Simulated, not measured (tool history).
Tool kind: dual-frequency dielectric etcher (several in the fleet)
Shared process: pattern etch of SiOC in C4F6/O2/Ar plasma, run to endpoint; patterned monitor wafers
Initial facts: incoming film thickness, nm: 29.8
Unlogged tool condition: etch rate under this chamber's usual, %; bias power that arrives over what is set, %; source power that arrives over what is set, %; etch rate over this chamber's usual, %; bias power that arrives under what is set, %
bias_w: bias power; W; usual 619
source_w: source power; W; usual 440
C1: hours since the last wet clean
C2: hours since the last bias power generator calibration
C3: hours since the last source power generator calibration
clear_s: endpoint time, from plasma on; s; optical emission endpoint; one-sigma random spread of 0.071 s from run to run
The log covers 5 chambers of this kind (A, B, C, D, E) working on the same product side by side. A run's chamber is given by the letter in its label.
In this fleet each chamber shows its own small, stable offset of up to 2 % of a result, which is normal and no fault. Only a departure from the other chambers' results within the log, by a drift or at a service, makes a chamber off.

{"run": "1C", "hour": 8.2, "bias_w": 619, "source_w": 440, "C1": 389.3, "C2": 477.4, "C3": 1100.1, "clear_s": 8.7723}
{"run": "2A", "hour": 16.4, "bias_w": 619, "source_w": 440, "C1": 123.5, "C2": 2415.5, "C3": 2633.1, "clear_s": 9.1261}
{"run": "3B", "hour": 22.2, "bias_w": 619, "source_w": 440, "C1": 354.9, "C2": 937.9, "C3": 1368.5, "clear_s": 9.051}
{"run": "4D", "hour": 27.5, "bias_w": 619, "source_w": 440, "C1": 172.1, "C2": 1056.8, "C3": 2369.2, "clear_s": 8.8991}
{"hour": 34.4, "done": "chamber B: wet clean of the chamber"}
{"run": "5E", "hour": 34.9, "bias_w": 619, "source_w": 440, "C1": 238.5, "C2": 1707.2, "C3": 146.5, "clear_s": 8.9734}
{"run": "6B", "hour": 40.8, "bias_w": 619, "source_w": 440, "C1": 6.5, "C2": 956.5, "C3": 1387.1, "clear_s": 8.8646}
{"hour": 41.6, "done": "chamber C: wet clean of the chamber"}
{"run": "7C", "hour": 46.5, "bias_w": 619, "source_w": 440, "C1": 4.9, "C2": 515.7, "C3": 1138.4, "clear_s": 9.0643}
{"run": "8A", "hour": 53.6, "bias_w": 619, "source_w": 440, "C1": 160.7, "C2": 2452.7, "C3": 2670.3, "clear_s": 9.0923}
{"run": "9D", "hour": 58.9, "bias_w": 570, "source_w": 370, "C1": 203.5, "C2": 1088.2, "C3": 2400.6, "clear_s": 9.7995}
{"run": "10E", "hour": 64.8, "bias_w": 570, "source_w": 370, "C1": 268.4, "C2": 1737.1, "C3": 176.4, "clear_s": 9.7295}
{"run": "11B", "hour": 73.9, "bias_w": 570, "source_w": 370, "C1": 39.6, "C2": 989.6, "C3": 1420.2, "clear_s": 9.8011}
{"run": "12A", "hour": 81.3, "bias_w": 570, "source_w": 370, "C1": 188.4, "C2": 2480.4, "C3": 2698, "clear_s": 9.9955}
{"run": "13E", "hour": 90.3, "bias_w": 570, "source_w": 370, "C1": 293.9, "C2": 1762.6, "C3": 201.9, "clear_s": 9.7488}
{"run": "14D", "hour": 96.7, "bias_w": 619, "source_w": 440, "C1": 241.3, "C2": 1126, "C3": 2438.4, "clear_s": 8.9614}
{"run": "15C", "hour": 102.2, "bias_w": 619, "source_w": 440, "C1": 60.6, "C2": 571.4, "C3": 1194.1, "clear_s": 8.9806}
{"run": "16D", "hour": 107.2, "bias_w": 619, "source_w": 440, "C1": 251.8, "C2": 1136.5, "C3": 2448.9, "clear_s": 8.8499}
{"run": "17E", "hour": 116.3, "bias_w": 619, "source_w": 440, "C1": 319.9, "C2": 1788.6, "C3": 227.9, "clear_s": 9.0331}
{"hour": 123.4, "done": "chamber A: source power generator calibrated"}
{"run": "18B", "hour": 124.6, "bias_w": 480, "source_w": 510, "C1": 90.3, "C2": 1040.3, "C3": 1470.9, "clear_s": 9.318}
{"run": "19C", "hour": 133.4, "bias_w": 480, "source_w": 510, "C1": 91.8, "C2": 602.6, "C3": 1225.3, "clear_s": 9.338}
{"run": "20A", "hour": 138.0, "bias_w": 480, "source_w": 510, "C1": 245.1, "C2": 2537.1, "C3": 14.7, "clear_s": 9.3992}
{"run": "21D", "hour": 143.8, "bias_w": 480, "source_w": 510, "C1": 288.4, "C2": 1173.1, "C3": 2485.5, "clear_s": 9.404}
{"run": "22A", "hour": 153.0, "bias_w": 480, "source_w": 510, "C1": 260.1, "C2": 2552.1, "C3": 29.7, "clear_s": 9.6047}
{"run": "23C", "hour": 159.9, "bias_w": 619, "source_w": 440, "C1": 118.3, "C2": 629.1, "C3": 1251.8, "clear_s": 8.8648}
{"run": "24B", "hour": 166.6, "bias_w": 619, "source_w": 440, "C1": 132.3, "C2": 1082.3, "C3": 1512.9, "clear_s": 8.9337}
{"run": "25E", "hour": 173.9, "bias_w": 546, "source_w": 530, "C1": 377.5, "C2": 1846.2, "C3": 285.5, "clear_s": 8.7267}
{"hour": 179.0, "done": "chamber D: wet clean of the chamber"}
{"run": "26E", "hour": 179.9, "bias_w": 546, "source_w": 530, "C1": 383.5, "C2": 1852.2, "C3": 291.5, "clear_s": 8.6964}
{"run": "27A", "hour": 188.6, "bias_w": 546, "source_w": 530, "C1": 295.7, "C2": 2587.7, "C3": 65.3, "clear_s": 8.9104}
{"hour": 190.9, "done": "chamber E: wet clean of the chamber"}
{"run": "28B", "hour": 195.5, "bias_w": 546, "source_w": 530, "C1": 161.2, "C2": 1111.2, "C3": 1541.8, "clear_s": 8.7291}
{"run": "29C", "hour": 204.6, "bias_w": 546, "source_w": 530, "C1": 163, "C2": 673.8, "C3": 1296.5, "clear_s": 8.7796}
{"run": "30D", "hour": 208.8, "bias_w": 619, "source_w": 440, "C1": 29.8, "C2": 1238.1, "C3": 2550.5, "clear_s": 8.9103}
{"run": "31E", "hour": 215.8, "bias_w": 619, "source_w": 440, "C1": 25, "C2": 1888.1, "C3": 327.4, "clear_s": 8.9838}
{"run": "32D", "hour": 225.1, "bias_w": 619, "source_w": 440, "C1": 46.1, "C2": 1254.4, "C3": 2566.8, "clear_s": 8.8399}
{"run": "33C", "hour": 233.9, "bias_w": 619, "source_w": 440, "C1": 192.3, "C2": 703.1, "C3": 1325.8, "clear_s": 8.899}
{"run": "34B", "hour": 242.7, "bias_w": 619, "source_w": 440, "C1": 208.4, "C2": 1158.4, "C3": 1589, "clear_s": 8.9758}
{"run": "35A", "hour": 251.2, "bias_w": 619, "source_w": 440, "C1": 358.3, "C2": 2650.3, "C3": 127.9, "clear_s": 9.1005}
{"run": "36A", "hour": 258.0, "bias_w": 619, "source_w": 440, "C1": 365.1, "C2": 2657.1, "C3": 134.7, "clear_s": 9.1223}
{"run": "37D", "hour": 265.0, "bias_w": 619, "source_w": 440, "C1": 86, "C2": 1294.3, "C3": 2606.7, "clear_s": 8.8934}
{"run": "38C", "hour": 270.6, "bias_w": 674, "source_w": 480, "C1": 229, "C2": 739.8, "C3": 1362.5, "clear_s": 8.3296}
{"run": "39E", "hour": 278.3, "bias_w": 674, "source_w": 480, "C1": 87.5, "C2": 1950.6, "C3": 389.9, "clear_s": 8.5117}
{"run": "40B", "hour": 284.8, "bias_w": 674, "source_w": 480, "C1": 250.5, "C2": 1200.5, "C3": 1631.1, "clear_s": 8.4764}
{"run": "41D", "hour": 290.3, "bias_w": 674, "source_w": 480, "C1": 111.3, "C2": 1319.6, "C3": 2632, "clear_s": 8.2669}
{"run": "42B", "hour": 295.6, "bias_w": 674, "source_w": 480, "C1": 261.3, "C2": 1211.3, "C3": 1641.9, "clear_s": 8.3893}
{"run": "43A", "hour": 301.3, "bias_w": 619, "source_w": 440, "C1": 408.4, "C2": 2700.4, "C3": 178, "clear_s": 9.1279}
{"run": "44E", "hour": 308.2, "bias_w": 619, "source_w": 440, "C1": 117.4, "C2": 1980.5, "C3": 419.8, "clear_s": 8.9418}

The same settings go to every chamber for the next run, one line per chamber below. Forecast the results for each:
{"run": "45A", "hour": 315.2, "bias_w": 717, "source_w": 440, "clear_s": "?"}
{"run": "45B", "hour": 315.2, "bias_w": 717, "source_w": 440, "clear_s": "?"}
{"run": "45C", "hour": 315.2, "bias_w": 717, "source_w": 440, "clear_s": "?"}
{"run": "45D", "hour": 315.2, "bias_w": 717, "source_w": 440, "clear_s": "?"}
{"run": "45E", "hour": 315.2, "bias_w": 717, "source_w": 440, "clear_s": "?"}

run=45A clear_s=8.7077
run=45B clear_s=8.5146
run=45C clear_s=8.4207
run=45D clear_s=8.3513
run=45E clear_s=8.4331

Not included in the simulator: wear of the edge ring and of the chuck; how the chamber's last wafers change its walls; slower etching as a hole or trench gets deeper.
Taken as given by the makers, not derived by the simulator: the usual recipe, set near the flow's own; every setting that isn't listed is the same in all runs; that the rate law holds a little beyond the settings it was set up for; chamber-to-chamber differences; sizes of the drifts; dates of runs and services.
